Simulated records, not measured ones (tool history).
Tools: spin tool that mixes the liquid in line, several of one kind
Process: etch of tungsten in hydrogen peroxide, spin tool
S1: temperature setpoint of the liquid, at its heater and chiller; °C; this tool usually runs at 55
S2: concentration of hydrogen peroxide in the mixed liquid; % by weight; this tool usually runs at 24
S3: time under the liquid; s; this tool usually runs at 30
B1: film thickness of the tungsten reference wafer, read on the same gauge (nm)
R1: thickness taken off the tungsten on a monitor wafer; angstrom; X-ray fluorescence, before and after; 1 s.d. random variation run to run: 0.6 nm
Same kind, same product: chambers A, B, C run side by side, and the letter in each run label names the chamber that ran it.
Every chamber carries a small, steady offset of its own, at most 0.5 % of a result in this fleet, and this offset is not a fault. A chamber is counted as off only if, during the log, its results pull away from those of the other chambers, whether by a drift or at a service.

run   hour    S1    S2  S3      B1      R1
       0.5  -- chamber C: heated supply line repaired
 1B    7.3    55    24  30  139.93   616.8
 2A   13.5    55    24  30  140.02  626.12
 3C   21.3    55    24  30  140.02  624.38
 4C     26    55    24  30     140   627.9
 5A   29.9    55    24  30     140  628.02
      33.1  -- chamber A: new drum of peroxide connected
 6B   37.5    55    24  30     140  627.14
 7B     45    55    24  30  140.04  623.57
        51  -- chamber B: thermometer replaced
 8C   51.6    55    24  30  139.99  629.55
 9A   56.7    55    24  30  140.04  624.66
10A   60.4    55    24  30  139.98  614.45
11C   64.2    55    24  30  139.97   623.1
12B   68.7    55    24  30  140.01  623.28
13B   74.1    55    24  30  139.96  625.51
14C   79.1    55    24  30  140.02   624.5
15A   85.6    55    24  30  140.02  614.13
16B   90.7    55    24  30     140  613.66
17C   94.6    55    24  30  139.99  616.14
18A  102.5    55    24  30     140  629.25
19A  110.3    55    24  30  140.08   628.3
20C  116.4    55  28.5  35  140.01  798.33
21B  120.2    55  28.5  35  139.96  785.35
22C    124    55  28.5  35  140.03  797.24
23A  129.4    55    24  30  139.97  629.18
     133.2  -- chamber C: peroxide flow meter replaced
24B  136.5    55    24  30  140.02  619.25
25C    142    55    24  30  139.99   633.6
26B  149.8  51.5  26.5  30  140.01  524.92
27A    156  51.5  26.5  30  140.02  532.43
28C  160.7  51.5  26.5  30  140.01  531.73
29A  165.8    55    24  30  139.99  620.85
30B  169.4    55    24  30  139.97   623.3

One chamber off, gauge drift, or nothing amiss beyond the chambers' own small offsets? If it is a chamber, which one, and what is the likeliest cause?

Nothing is wrong: each chamber keeps only its own small, steady offset and the gauge holds still.
